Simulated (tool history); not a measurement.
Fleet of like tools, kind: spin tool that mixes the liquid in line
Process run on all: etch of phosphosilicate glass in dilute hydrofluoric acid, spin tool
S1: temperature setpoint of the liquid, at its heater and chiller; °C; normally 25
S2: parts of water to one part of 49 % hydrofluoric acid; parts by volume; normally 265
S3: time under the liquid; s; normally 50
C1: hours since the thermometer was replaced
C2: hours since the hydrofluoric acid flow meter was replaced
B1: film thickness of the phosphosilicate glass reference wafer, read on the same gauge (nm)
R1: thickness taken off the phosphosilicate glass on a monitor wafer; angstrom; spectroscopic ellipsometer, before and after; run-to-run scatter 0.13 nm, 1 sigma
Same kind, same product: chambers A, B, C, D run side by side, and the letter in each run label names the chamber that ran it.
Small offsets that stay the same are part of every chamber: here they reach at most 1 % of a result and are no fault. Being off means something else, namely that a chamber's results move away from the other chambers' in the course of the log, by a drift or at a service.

{"run": "1A", "day": 0.15, "S1": 25, "S2": 265, "S3": 50, "C1": 1016.9, "C2": 1224.4, "B1": 49.994, "R1": 254.91}
{"run": "2D", "day": 0.229, "S1": 25, "S2": 265, "S3": 50, "C1": 1047, "C2": 1313.7, "B1": 50.015, "R1": 257.2}
{"run": "3C", "day": 0.388, "S1": 25, "S2": 265, "S3": 50, "C1": 543.9, "C2": 296.2, "B1": 50.021, "R1": 257.65}
{"run": "4B", "day": 0.521, "S1": 25, "S2": 265, "S3": 50, "C1": 464.3, "C2": 1995.5, "B1": 50.001, "R1": 257.34}
{"run": "5D", "day": 0.617, "S1": 25, "S2": 265, "S3": 50, "C1": 1056.3, "C2": 1323, "B1": 50.01, "R1": 257.95}
{"run": "6C", "day": 0.733, "S1": 25, "S2": 265, "S3": 50, "C1": 552.2, "C2": 304.5, "B1": 50, "R1": 258.37}
{"run": "7A", "day": 0.883, "S1": 25, "S2": 265, "S3": 50, "C1": 1034.5, "C2": 1242, "B1": 50.043, "R1": 258.12}
{"run": "8B", "day": 0.967, "S1": 25, "S2": 265, "S3": 50, "C1": 475, "C2": 2006.2, "B1": 50.002, "R1": 258.44}
{"run": "9B", "day": 1.125, "S1": 25, "S2": 265, "S3": 50, "C1": 478.8, "C2": 2010, "B1": 50.009, "R1": 258.51}
{"run": "10A", "day": 1.217, "S1": 25, "S2": 265, "S3": 50, "C1": 1042.5, "C2": 1250, "B1": 50.051, "R1": 258.2}
{"run": "11C", "day": 1.388, "S1": 25, "S2": 265, "S3": 50, "C1": 567.9, "C2": 320.2, "B1": 49.989, "R1": 257.3}
{"run": "12D", "day": 1.525, "S1": 25, "S2": 265, "S3": 50, "C1": 1078.1, "C2": 1344.8, "B1": 49.939, "R1": 254.8}
{"run": "13C", "day": 1.633, "S1": 25, "S2": 265, "S3": 50, "C1": 573.8, "C2": 326.1, "B1": 49.997, "R1": 257.16}
{"run": "14D", "day": 1.729, "S1": 25, "S2": 265, "S3": 50, "C1": 1083, "C2": 1349.7, "B1": 50.013, "R1": 254.15}
{"run": "15B", "day": 1.879, "S1": 25, "S2": 265, "S3": 50, "C1": 496.9, "C2": 2028.1, "B1": 49.977, "R1": 257.33}
{"run": "16A", "day": 1.992, "S1": 25, "S2": 265, "S3": 50, "C1": 1061.1, "C2": 1268.6, "B1": 49.999, "R1": 262.15}
{"run": "17C", "day": 2.104, "S1": 25, "S2": 265, "S3": 50, "C1": 585.1, "C2": 337.4, "B1": 49.971, "R1": 258.42}
{"run": "18B", "day": 2.279, "S1": 25, "S2": 265, "S3": 50, "C1": 506.5, "C2": 2037.7, "B1": 49.952, "R1": 258.66}
{"run": "19A", "day": 2.379, "S1": 25, "S2": 265, "S3": 70, "C1": 1070.4, "C2": 1277.9, "B1": 50.017, "R1": 369.09}
{"run": "20D", "day": 2.55, "S1": 25, "S2": 265, "S3": 70, "C1": 1102.7, "C2": 1369.4, "B1": 49.972, "R1": 363.95}
{"run": "21C", "day": 2.721, "S1": 25, "S2": 265, "S3": 70, "C1": 599.9, "C2": 352.2, "B1": 49.98, "R1": 362.75}
{"run": "22B", "day": 2.825, "S1": 25, "S2": 265, "S3": 70, "C1": 519.6, "C2": 2050.8, "B1": 50.033, "R1": 358.67}
{"run": "23A", "day": 2.925, "S1": 25, "S2": 265, "S3": 50, "C1": 1083.5, "C2": 1291, "B1": 50.055, "R1": 268.25}
{"run": "24D", "day": 3.021, "S1": 25, "S2": 265, "S3": 50, "C1": 1114, "C2": 1380.7, "B1": 50.009, "R1": 257.12}
{"run": "25D", "day": 3.162, "S1": 25, "S2": 140, "S3": 50, "C1": 1117.4, "C2": 1384.1, "B1": 49.967, "R1": 566.32}
{"run": "26A", "day": 3.288, "S1": 25, "S2": 140, "S3": 50, "C1": 1092.2, "C2": 1299.7, "B1": 49.964, "R1": 596.53}
{"run": "27C", "day": 3.45, "S1": 25, "S2": 140, "S3": 50, "C1": 617.4, "C2": 369.7, "B1": 49.993, "R1": 570.01}
{"run": "28B", "day": 3.529, "S1": 25, "S2": 140, "S3": 50, "C1": 536.5, "C2": 2067.7, "B1": 50.011, "R1": 566.79}

Which is it: a chamber that has drifted or been left off by a service, a gauge drift common to all chambers, or only each chamber's usual small offset? If a chamber is off, name it and its likeliest cause.

Chamber A drifts away from the others.
Likeliest cause: liquid hotter than its thermometer reads (K) = 1.59.
The log might look much the same if the cause were instead: hydrofluoric acid flow above the setpoint (%).

Here are 4 candidates for chamber A's next run, each the usual settings with a change, their results left as question marks. Which one brings its results back in line with what the others give on the usual settings?
In-line tolerance around the mean of the other chambers on the usual settings: R1 4.5 angstrom
{"run": "29A-1", "day": 3.658, "S1": 25, "S2": 275, "S3": 50, "R1": "?"}
{"run": "29A-2", "day": 3.658, "S1": 27.5, "S2": 265, "S3": 50, "R1": "?"}
{"run": "29A-3", "day": 3.658, "S1": 25, "S2": 255, "S3": 50, "R1": "?"}
{"run": "29A-4", "day": 3.658, "S1": 22.5, "S2": 265, "S3": 50, "R1": "?"}

What the other chambers average on the usual settings: R1 257.48 angstrom
run=29A-1 R1=258.11
run=29A-2 R1=294.61
run=29A-3 R1=284.74
run=29A-4 R1=248.34
The right change is 29A-1: it brings the chamber back within the allowed miss of the others.
